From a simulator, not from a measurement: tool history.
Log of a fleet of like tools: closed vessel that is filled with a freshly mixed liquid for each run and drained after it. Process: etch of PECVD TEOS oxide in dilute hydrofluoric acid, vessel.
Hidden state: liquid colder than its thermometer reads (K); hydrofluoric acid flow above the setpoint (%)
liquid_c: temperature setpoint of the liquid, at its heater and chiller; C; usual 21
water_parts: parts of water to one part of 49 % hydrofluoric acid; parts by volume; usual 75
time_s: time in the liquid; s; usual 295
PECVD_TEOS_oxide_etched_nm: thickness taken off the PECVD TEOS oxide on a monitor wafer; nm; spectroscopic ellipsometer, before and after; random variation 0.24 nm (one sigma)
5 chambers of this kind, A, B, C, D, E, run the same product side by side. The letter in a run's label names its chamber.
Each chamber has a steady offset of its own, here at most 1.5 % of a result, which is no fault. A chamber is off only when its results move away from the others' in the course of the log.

run   hour  liquid_c  water_parts  time_s  hours since the thermometer was replaced  hours since the hydrofluoric acid flow meter was replaced  read-back film thickness of the PECVD TEOS oxide reference wafer, read on the same gauge (nm)  PECVD_TEOS_oxide_etched_nm
       4.9  -- chamber A: hydrofluoric acid flow meter replaced
 1A   13.6        21           75     295                                       604                                                        8.8                                                                                         30.001                      30.672
 2D   23.3        21           75     295                                     621.7                                                      244.5                                                                                         30.021                      30.768
 3E   30.7        21           75     295                                     567.4                                                       1178                                                                                         29.976                      30.856
 4C   37.8        21           75     295                                    1392.1                                                         45                                                                                         30.025                      31.156
 5B   50.1        21           75     295                                     569.3                                                      689.4                                                                                         30.071                      31.222
 6D     62        21           75     295                                     660.4                                                      283.2                                                                                         29.992                      29.907
 7A   72.4        21          105     295                                     662.8                                                       67.6                                                                                         29.947                      21.514
 8E   84.3        21          105     295                                       621                                                     1231.6                                                                                         30.034                      21.479
 9C   91.1        21          105     295                                    1445.4                                                       98.3                                                                                         30.031                      21.136
10B  101.8        21          105     295                                       621                                                      741.1                                                                                         29.989                      21.372
11B    114        21          105     295                                     633.2                                                      753.3                                                                                         29.994                      20.985
12E  120.6        17          100     295                                     657.3                                                     1267.9                                                                                         30.016                      19.281
13A    133        17          100     295                                     723.4                                                      128.2                                                                                         30.023                       19.03
14D  139.7        17          100     295                                     738.1                                                      360.9                                                                                         30.014                      18.653
15C  153.3        17          100     295                                    1507.6                                                      160.5                                                                                         30.033                      18.612
     158.7  -- chamber E: thermometer replaced
16D    163        17          100     295                                     761.4                                                      384.2                                                                                         29.983                      18.514
17C    176        21           75     295                                    1530.3                                                      183.2                                                                                         30.008                      30.662
     182.8  -- chamber D: thermometer replaced
18A  183.6        21           75     295                                       774                                                      178.8                                                                                         30.017                      30.541
19B  194.7        21           75     295                                     713.9                                                        834                                                                                         29.946                      30.255
20E  207.4        21           75     295                                      48.8                                                     1354.7                                                                                         30.004                      30.969
21A  213.9        21           75     295                                     804.3                                                      209.1                                                                                         30.018                      30.915
22E  220.4        21           75     295                                      61.8                                                     1367.7                                                                                         29.996                      31.243
23D    230        21           75     295                                      47.3                                                      451.2                                                                                         30.038                      30.832
24C  244.1        21           75     295                                    1598.4                                                      251.3                                                                                         30.054                      30.343
25B  252.5        21           75     295                                     771.7                                                      891.8                                                                                         29.994                      31.111
26E  262.5        21           75     295                                     103.9                                                     1409.8                                                                                         29.993                      31.321
27B  276.7        21           75     295                                     795.9                                                        916                                                                                         30.024                      30.569
28C  287.1        21           75     295                                    1641.4                                                      294.3                                                                                          30.02                      30.454
29D  295.5        21           75     295                                     112.8                                                      516.7                                                                                         30.049                      31.839
30A  303.9        21           75     295                                     894.3                                                      299.1                                                                                         30.016                      30.912
31B  317.9        21          100     155                                     837.1                                                      957.2                                                                                         30.017                      11.716
32D  329.6        21          100     155                                     146.9                                                      550.8                                                                                         30.029                      12.424
33C  336.4        21          100     155                                    1690.7                                                      343.6                                                                                         29.964                      11.733
34A  348.4        21          100     155                                     938.8                                                      343.6                                                                                         30.006                      11.814
35E  355.3        21          100     155                                     196.7                                                     1502.6                                                                                         30.011                      11.974
36B  361.9        21           75     160                                     881.1                                                     1001.2                                                                                         29.986                      16.571
37E  371.5        21           75     160                                     212.9                                                     1518.8                                                                                         29.977                      17.036
38C    379        21           75     160                                    1733.3                                                      386.2                                                                                         30.007                      16.707
39A  391.4        21           75     160                                     981.8                                                      386.6                                                                                         30.018                      16.776
40D  404.4        21           75     160                                     221.7                                                      625.6                                                                                         29.997                      17.723
41D  412.9        21           75     295                                     230.2                                                      634.1                                                                                         29.969                      32.344
42A  424.4        21           75     295                                    1014.8                                                      419.6                                                                                         30.018                      31.161
43B  433.4        21           75     295                                     952.6                                                     1072.7                                                                                         29.968                      30.832
     437.3  -- chamber E: hydrofluoric acid flow meter replaced
44E  442.1        21           75     295                                     283.5                                                        4.9                                                                                         29.997                      31.251

What goes on in this fleet: one chamber off, a drifting gauge, or nothing beyond the chambers' own small offsets? Name the chamber and the cause, if any.

Chamber D drifts away from the others.
Cause: hydrofluoric acid flow above the setpoint (%) = 9.04.

Here are 4 candidates for chamber D's next run, each the usual settings with a change, their results left as question marks. Which one brings its results back in line with what the others give on the usual settings?
In line means no further than this from the other chambers' mean on the usual settings: PECVD_TEOS_oxide_etched_nm 0.84 nm
45D-1  452.3        21           80     275                                                                                                                                                                                                                               ?
45D-2  452.3        21           80     295                                                                                                                                                                                                                               ?
45D-3  452.3        21           75     315                                                                                                                                                                                                                               ?
45D-4  452.3        21           70     315                                                                                                                                                                                                                               ?

The other chambers' mean on the usual settings: PECVD_TEOS_oxide_etched_nm 30.875 nm
  run  PECVD_TEOS_oxide_etched_nm
45D-1                      28.938
45D-2                      31.042
45D-3                      35.574
45D-4                      38.348
45D-2 brings the chamber back in line.
